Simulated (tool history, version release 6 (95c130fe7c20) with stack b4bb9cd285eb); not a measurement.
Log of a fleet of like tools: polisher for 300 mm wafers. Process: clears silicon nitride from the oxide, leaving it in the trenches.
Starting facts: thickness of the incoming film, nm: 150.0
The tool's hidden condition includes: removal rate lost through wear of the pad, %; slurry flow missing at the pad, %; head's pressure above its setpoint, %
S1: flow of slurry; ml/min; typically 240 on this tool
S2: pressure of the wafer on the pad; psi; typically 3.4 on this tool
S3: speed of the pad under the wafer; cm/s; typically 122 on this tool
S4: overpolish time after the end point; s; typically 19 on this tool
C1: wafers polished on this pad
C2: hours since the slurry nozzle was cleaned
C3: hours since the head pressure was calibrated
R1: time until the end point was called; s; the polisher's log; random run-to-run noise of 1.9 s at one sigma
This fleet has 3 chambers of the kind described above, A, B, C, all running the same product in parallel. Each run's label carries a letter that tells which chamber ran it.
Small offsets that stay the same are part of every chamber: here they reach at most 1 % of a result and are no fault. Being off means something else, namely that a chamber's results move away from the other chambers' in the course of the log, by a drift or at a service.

-- day=0.254 chamber C: worn pad replaced by a new one
run 1B day=0.417 | S1=240 S2=3.4 S3=122 S4=19 | C1=725 C2=196.3 C3=44.8 | R1=105.520
run 2A day=0.896 | S1=240 S2=3.4 S3=122 S4=19 | C1=337 C2=578.8 C3=306.9 | R1=107.340
run 3C day=1.354 | S1=240 S2=3.4 S3=122 S4=19 | C1=125 C2=339.0 C3=190.8 | R1=107.450
run 4C day=1.650 | S1=240 S2=3.4 S3=122 S4=19 | C1=158 C2=346.1 C3=197.9 | R1=109.540
run 5B day=2.125 | S1=240 S2=3.4 S3=122 S4=19 | C1=919 C2=237.3 C3=85.8 | R1=108.470
run 6A day=2.446 | S1=240 S2=3.4 S3=122 S4=19 | C1=512 C2=616.0 C3=344.1 | R1=107.590
-- day=2.783 chamber B: worn pad replaced by a new one
run 7A day=2.888 | S1=240 S2=3.4 S3=122 S4=19 | C1=563 C2=626.6 C3=354.7 | R1=109.090
run 8C day=3.192 | S1=240 S2=3.4 S3=122 S4=19 | C1=333 C2=383.1 C3=234.9 | R1=109.710
run 9B day=3.508 | S1=240 S2=3.4 S3=122 S4=19 | C1=82 C2=270.5 C3=119.0 | R1=104.370
run 10B day=3.921 | S1=175 S2=3.4 S3=142 S4=19 | C1=129 C2=280.4 C3=128.9 | R1=95.595
run 11C day=4.246 | S1=175 S2=3.4 S3=142 S4=19 | C1=453 C2=408.4 C3=260.2 | R1=96.843
run 12A day=4.604 | S1=175 S2=3.4 S3=142 S4=19 | C1=757 C2=667.8 C3=395.9 | R1=97.554
-- day=4.792 chamber A: slurry nozzle cleaned
run 13A day=5.038 | S1=240 S2=3.4 S3=122 S4=19 | C1=807 C2=6.0 C3=406.3 | R1=107.940
run 14B day=5.488 | S1=240 S2=3.4 S3=122 S4=19 | C1=307 C2=318.0 C3=166.5 | R1=107.930
run 15C day=5.904 | S1=240 S2=3.4 S3=122 S4=19 | C1=641 C2=448.2 C3=300.0 | R1=110.580
run 16C day=6.283 | S1=240 S2=3.4 S3=122 S4=19 | C1=684 C2=457.3 C3=309.1 | R1=110.070
-- day=6.471 chamber C: worn pad replaced by a new one
run 17B day=6.608 | S1=240 S2=3.4 S3=122 S4=19 | C1=434 C2=344.9 C3=193.4 | R1=111.010
run 18A day=6.921 | S1=240 S2=3.4 S3=122 S4=19 | C1=1020 C2=51.2 C3=451.5 | R1=108.950
run 19A day=7.225 | S1=240 S2=3.4 S3=122 S4=19 | C1=1055 C2=58.5 C3=458.8 | R1=106.770
run 20C day=7.496 | S1=240 S2=2.6 S3=122 S4=8 | C1=116 C2=486.4 C3=338.2 | R1=142.960
run 21B day=7.788 | S1=240 S2=2.6 S3=122 S4=8 | C1=568 C2=373.2 C3=221.7 | R1=140.150
run 22C day=8.071 | S1=240 S2=2.6 S3=122 S4=8 | C1=181 C2=500.2 C3=352.0 | R1=144.270
run 23A day=8.429 | S1=240 S2=3.4 S3=122 S4=19 | C1=1191 C2=87.4 C3=487.7 | R1=107.890
run 24B day=8.754 | S1=240 S2=3.4 S3=122 S4=19 | C1=677 C2=396.4 C3=244.9 | R1=109.160
run 25A day=9.100 | S1=240 S2=3.4 S3=122 S4=19 | C1=1268 C2=103.5 C3=503.8 | R1=112.600
-- day=9.162 chamber A: worn pad replaced by a new one
run 26C day=9.508 | S1=240 S2=3.4 S3=122 S4=19 | C1=344 C2=534.7 C3=386.5 | R1=107.290
run 27B day=10.004 | S1=240 S2=3.4 S3=122 S4=19 | C1=819 C2=426.4 C3=274.9 | R1=105.680
run 28C day=10.508 | S1=240 S2=3.4 S3=122 S4=19 | C1=458 C2=558.7 C3=410.5 | R1=109.490
run 29A day=10.962 | S1=240 S2=3.4 S3=122 S4=19 | C1=204 C2=148.2 C3=548.5 | R1=110.050
-- day=11.208 chamber C: slurry nozzle cleaned
run 30B day=11.354 | S1=180 S2=3.4 S3=122 S4=19 | C1=972 C2=458.8 C3=307.3 | R1=113.310
run 31C day=11.754 | S1=180 S2=3.4 S3=122 S4=19 | C1=599 C2=13.2 C3=440.4 | R1=112.650
run 32B day=12.233 | S1=180 S2=3.4 S3=122 S4=19 | C1=1072 C2=479.9 C3=328.4 | R1=108.790
-- day=12.400 chamber C: worn pad replaced by a new one
-- day=12.612 chamber B: worn pad replaced by a new one
run 33A day=12.638 | S1=240 S2=3.4 S3=122 S4=19 | C1=394 C2=188.4 C3=588.7 | R1=107.820
run 34B day=13.104 | S1=240 S2=3.4 S3=122 S4=19 | C1=55 C2=500.8 C3=349.3 | R1=109.990
run 35C day=13.338 | S1=240 S2=3.4 S3=122 S4=19 | C1=106 C2=51.2 C3=478.4 | R1=106.370
-- day=13.433 chamber B: head pressure recalibrated
run 36A day=13.783 | S1=240 S2=3.4 S3=122 S4=19 | C1=524 C2=215.9 C3=616.2 | R1=108.130
run 37C day=14.229 | S1=240 S2=3.4 S3=122 S4=19 | C1=207 C2=72.6 C3=499.8 | R1=107.620
run 38B day=14.696 | S1=240 S2=3.4 S3=122 S4=19 | C1=236 C2=539.0 C3=30.3 | R1=108.520
run 39A day=15.125 | S1=240 S2=3.4 S3=122 S4=19 | C1=677 C2=248.1 C3=648.4 | R1=108.690
run 40B day=15.425 | S1=240 S2=3.4 S3=122 S4=19 | C1=319 C2=556.5 C3=47.8 | R1=107.260
run 41A day=15.738 | S1=240 S2=3.4 S3=122 S4=19 | C1=746 C2=262.8 C3=663.1 | R1=108.540
run 42C day=16.046 | S1=240 S2=3.4 S3=122 S4=19 | C1=413 C2=116.2 C3=543.4 | R1=105.580
run 43B day=16.404 | S1=240 S2=3.4 S3=122 S4=19 | C1=430 C2=580.0 C3=71.3 | R1=109.120

Has any chamber moved away from the others, gradually or after a service, or does the common gauge drift, or do the chambers differ only by their own small steady offsets? State the chamber and the most likely cause if one applies.

All chambers stay in line apart from their small fixed offsets, and the gauge does not drift.
